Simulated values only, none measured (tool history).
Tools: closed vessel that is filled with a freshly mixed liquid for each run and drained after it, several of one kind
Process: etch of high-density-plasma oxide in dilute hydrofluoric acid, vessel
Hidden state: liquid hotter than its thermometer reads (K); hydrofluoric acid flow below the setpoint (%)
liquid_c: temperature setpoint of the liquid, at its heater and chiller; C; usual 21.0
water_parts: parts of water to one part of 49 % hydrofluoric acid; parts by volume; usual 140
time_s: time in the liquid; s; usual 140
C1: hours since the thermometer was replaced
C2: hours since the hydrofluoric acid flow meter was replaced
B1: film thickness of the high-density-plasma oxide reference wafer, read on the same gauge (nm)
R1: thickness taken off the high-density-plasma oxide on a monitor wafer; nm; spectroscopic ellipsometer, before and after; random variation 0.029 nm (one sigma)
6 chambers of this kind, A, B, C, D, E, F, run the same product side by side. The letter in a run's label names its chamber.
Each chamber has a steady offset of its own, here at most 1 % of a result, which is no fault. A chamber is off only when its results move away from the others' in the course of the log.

{"hour": 7.2, "done": "chamber F: hydrofluoric acid flow meter replaced"}
{"run": "1E", "hour": 9.3, "liquid_c": 21.0, "water_parts": 140, "time_s": 140, "C1": 521.8, "C2": 79.1, "B1": 100.04, "R1": 6.2608}
{"hour": 17.0, "done": "chamber C: thermometer replaced"}
{"run": "2A", "hour": 20.0, "liquid_c": 21.0, "water_parts": 140, "time_s": 140, "C1": 78.1, "C2": 456.0, "B1": 100.04, "R1": 6.2596}
{"run": "3B", "hour": 31.0, "liquid_c": 21.0, "water_parts": 140, "time_s": 140, "C1": 299.1, "C2": 1660.9, "B1": 100.02, "R1": 6.1483}
{"run": "4F", "hour": 41.8, "liquid_c": 21.0, "water_parts": 140, "time_s": 140, "C1": 358.0, "C2": 34.7, "B1": 100.01, "R1": 6.2043}
{"run": "5C", "hour": 47.0, "liquid_c": 21.0, "water_parts": 140, "time_s": 140, "C1": 30.0, "C2": 642.2, "B1": 100.03, "R1": 6.2646}
{"run": "6D", "hour": 56.3, "liquid_c": 21.0, "water_parts": 140, "time_s": 140, "C1": 1383.2, "C2": 1474.1, "B1": 100.0, "R1": 6.2492}
{"run": "7A", "hour": 65.4, "liquid_c": 21.0, "water_parts": 140, "time_s": 70, "C1": 123.5, "C2": 501.4, "B1": 100.02, "R1": 3.1364}
{"run": "8C", "hour": 73.1, "liquid_c": 21.0, "water_parts": 140, "time_s": 70, "C1": 56.1, "C2": 668.3, "B1": 99.999, "R1": 3.113}
{"run": "9E", "hour": 78.8, "liquid_c": 21.0, "water_parts": 140, "time_s": 70, "C1": 591.3, "C2": 148.6, "B1": 99.982, "R1": 3.1186}
{"run": "10B", "hour": 87.7, "liquid_c": 21.0, "water_parts": 140, "time_s": 70, "C1": 355.8, "C2": 1717.6, "B1": 99.972, "R1": 3.1259}
{"hour": 88.8, "done": "chamber B: hydrofluoric acid flow meter replaced"}
{"run": "11F", "hour": 93.2, "liquid_c": 21.0, "water_parts": 140, "time_s": 70, "C1": 409.4, "C2": 86.1, "B1": 99.975, "R1": 3.1555}
{"run": "12D", "hour": 104.0, "liquid_c": 21.0, "water_parts": 140, "time_s": 70, "C1": 1430.9, "C2": 1521.8, "B1": 100.02, "R1": 3.1519}
{"run": "13E", "hour": 112.2, "liquid_c": 21.0, "water_parts": 140, "time_s": 140, "C1": 624.7, "C2": 182.0, "B1": 100.01, "R1": 6.2331}
{"run": "14D", "hour": 120.3, "liquid_c": 21.0, "water_parts": 140, "time_s": 140, "C1": 1447.2, "C2": 1538.1, "B1": 100.04, "R1": 6.2415}
{"run": "15B", "hour": 130.5, "liquid_c": 21.0, "water_parts": 140, "time_s": 140, "C1": 398.6, "C2": 41.8, "B1": 99.978, "R1": 6.2174}
{"run": "16A", "hour": 141.5, "liquid_c": 21.0, "water_parts": 105, "time_s": 140, "C1": 199.6, "C2": 577.5, "B1": 100.01, "R1": 8.5925}
{"hour": 148.4, "done": "chamber E: thermometer replaced"}
{"run": "17F", "hour": 152.3, "liquid_c": 21.0, "water_parts": 105, "time_s": 140, "C1": 468.5, "C2": 145.2, "B1": 100.03, "R1": 8.6428}
{"run": "18C", "hour": 162.2, "liquid_c": 21.0, "water_parts": 105, "time_s": 140, "C1": 145.2, "C2": 757.4, "B1": 100.0, "R1": 8.6773}
{"run": "19F", "hour": 168.2, "liquid_c": 21.0, "water_parts": 105, "time_s": 140, "C1": 484.4, "C2": 161.1, "B1": 99.99, "R1": 8.6109}
{"run": "20E", "hour": 174.5, "liquid_c": 21.0, "water_parts": 105, "time_s": 140, "C1": 26.1, "C2": 244.3, "B1": 99.983, "R1": 8.6425}
{"run": "21A", "hour": 183.8, "liquid_c": 21.0, "water_parts": 105, "time_s": 140, "C1": 241.9, "C2": 619.8, "B1": 99.984, "R1": 8.6294}
{"run": "22C", "hour": 194.5, "liquid_c": 21.0, "water_parts": 140, "time_s": 140, "C1": 177.5, "C2": 789.7, "B1": 100.01, "R1": 6.233}
{"run": "23D", "hour": 204.1, "liquid_c": 18.5, "water_parts": 140, "time_s": 140, "C1": 1531.0, "C2": 1621.9, "B1": 100.01, "R1": 5.6668}
{"run": "24B", "hour": 208.9, "liquid_c": 18.5, "water_parts": 140, "time_s": 140, "C1": 477.0, "C2": 120.2, "B1": 99.983, "R1": 5.6356}
{"run": "25A", "hour": 219.7, "liquid_c": 18.5, "water_parts": 140, "time_s": 140, "C1": 277.8, "C2": 655.7, "B1": 99.975, "R1": 5.6332}
{"run": "26F", "hour": 228.5, "liquid_c": 18.5, "water_parts": 140, "time_s": 140, "C1": 544.7, "C2": 221.4, "B1": 99.999, "R1": 5.641}
{"run": "27D", "hour": 234.5, "liquid_c": 18.5, "water_parts": 140, "time_s": 140, "C1": 1561.4, "C2": 1652.3, "B1": 99.99, "R1": 5.6283}
{"run": "28B", "hour": 241.1, "liquid_c": 18.5, "water_parts": 140, "time_s": 140, "C1": 509.2, "C2": 152.4, "B1": 100.01, "R1": 5.6184}
{"run": "29C", "hour": 250.3, "liquid_c": 21.0, "water_parts": 140, "time_s": 140, "C1": 233.3, "C2": 845.5, "B1": 100.0, "R1": 6.3009}
{"run": "30E", "hour": 256.6, "liquid_c": 21.0, "water_parts": 140, "time_s": 140, "C1": 108.2, "C2": 326.4, "B1": 99.992, "R1": 6.2636}
{"run": "31E", "hour": 266.0, "liquid_c": 21.0, "water_parts": 140, "time_s": 140, "C1": 117.6, "C2": 335.8, "B1": 99.986, "R1": 6.2386}
{"run": "32F", "hour": 274.6, "liquid_c": 21.0, "water_parts": 140, "time_s": 140, "C1": 590.8, "C2": 267.5, "B1": 99.986, "R1": 6.1918}
{"run": "33A", "hour": 280.7, "liquid_c": 21.0, "water_parts": 140, "time_s": 140, "C1": 338.8, "C2": 716.7, "B1": 100.01, "R1": 6.2665}
{"run": "34D", "hour": 289.4, "liquid_c": 21.0, "water_parts": 140, "time_s": 140, "C1": 1616.3, "C2": 1707.2, "B1": 100.02, "R1": 6.2459}
{"run": "35B", "hour": 294.7, "liquid_c": 21.0, "water_parts": 140, "time_s": 140, "C1": 562.8, "C2": 206.0, "B1": 100.01, "R1": 6.2725}
{"run": "36C", "hour": 304.3, "liquid_c": 21.0, "water_parts": 140, "time_s": 140, "C1": 287.3, "C2": 899.5, "B1": 99.94, "R1": 6.198}
{"run": "37A", "hour": 314.2, "liquid_c": 21.0, "water_parts": 140, "time_s": 140, "C1": 372.3, "C2": 750.2, "B1": 100.01, "R1": 6.2616}
{"run": "38B", "hour": 320.3, "liquid_c": 21.0, "water_parts": 140, "time_s": 140, "C1": 588.4, "C2": 231.6, "B1": 99.958, "R1": 6.2512}
{"run": "39D", "hour": 326.5, "liquid_c": 21.0, "water_parts": 140, "time_s": 140, "C1": 1653.4, "C2": 1744.3, "B1": 99.981, "R1": 6.268}
{"run": "40F", "hour": 337.7, "liquid_c": 23.5, "water_parts": 200, "time_s": 140, "C1": 653.9, "C2": 330.6, "B1": 100.03, "R1": 4.5343}
{"run": "41E", "hour": 347.0, "liquid_c": 23.5, "water_parts": 200, "time_s": 140, "C1": 198.6, "C2": 416.8, "B1": 99.991, "R1": 4.5035}
{"run": "42C", "hour": 352.4, "liquid_c": 23.5, "water_parts": 200, "time_s": 140, "C1": 335.4, "C2": 947.6, "B1": 100.02, "R1": 4.5466}
{"run": "43A", "hour": 362.3, "liquid_c": 23.5, "water_parts": 200, "time_s": 140, "C1": 420.4, "C2": 798.3, "B1": 99.973, "R1": 4.5452}

All 6 chambers run these settings next. Forecast each chamber's results:
{"run": "44A", "hour": 370.4, "liquid_c": 21.0, "water_parts": 140, "time_s": 140, "R1": "?"}
{"run": "44B", "hour": 370.4, "liquid_c": 21.0, "water_parts": 140, "time_s": 140, "R1": "?"}
{"run": "44C", "hour": 370.4, "liquid_c": 21.0, "water_parts": 140, "time_s": 140, "R1": "?"}
{"run": "44D", "hour": 370.4, "liquid_c": 21.0, "water_parts": 140, "time_s": 140, "R1": "?"}
{"run": "44E", "hour": 370.4, "liquid_c": 21.0, "water_parts": 140, "time_s": 140, "R1": "?"}
{"run": "44F", "hour": 370.4, "liquid_c": 21.0, "water_parts": 140, "time_s": 140, "R1": "?"}

run=44A R1=6.2594
run=44B R1=6.2253
run=44C R1=6.2210
run=44D R1=6.2426
run=44E R1=6.2540
run=44F R1=6.2454

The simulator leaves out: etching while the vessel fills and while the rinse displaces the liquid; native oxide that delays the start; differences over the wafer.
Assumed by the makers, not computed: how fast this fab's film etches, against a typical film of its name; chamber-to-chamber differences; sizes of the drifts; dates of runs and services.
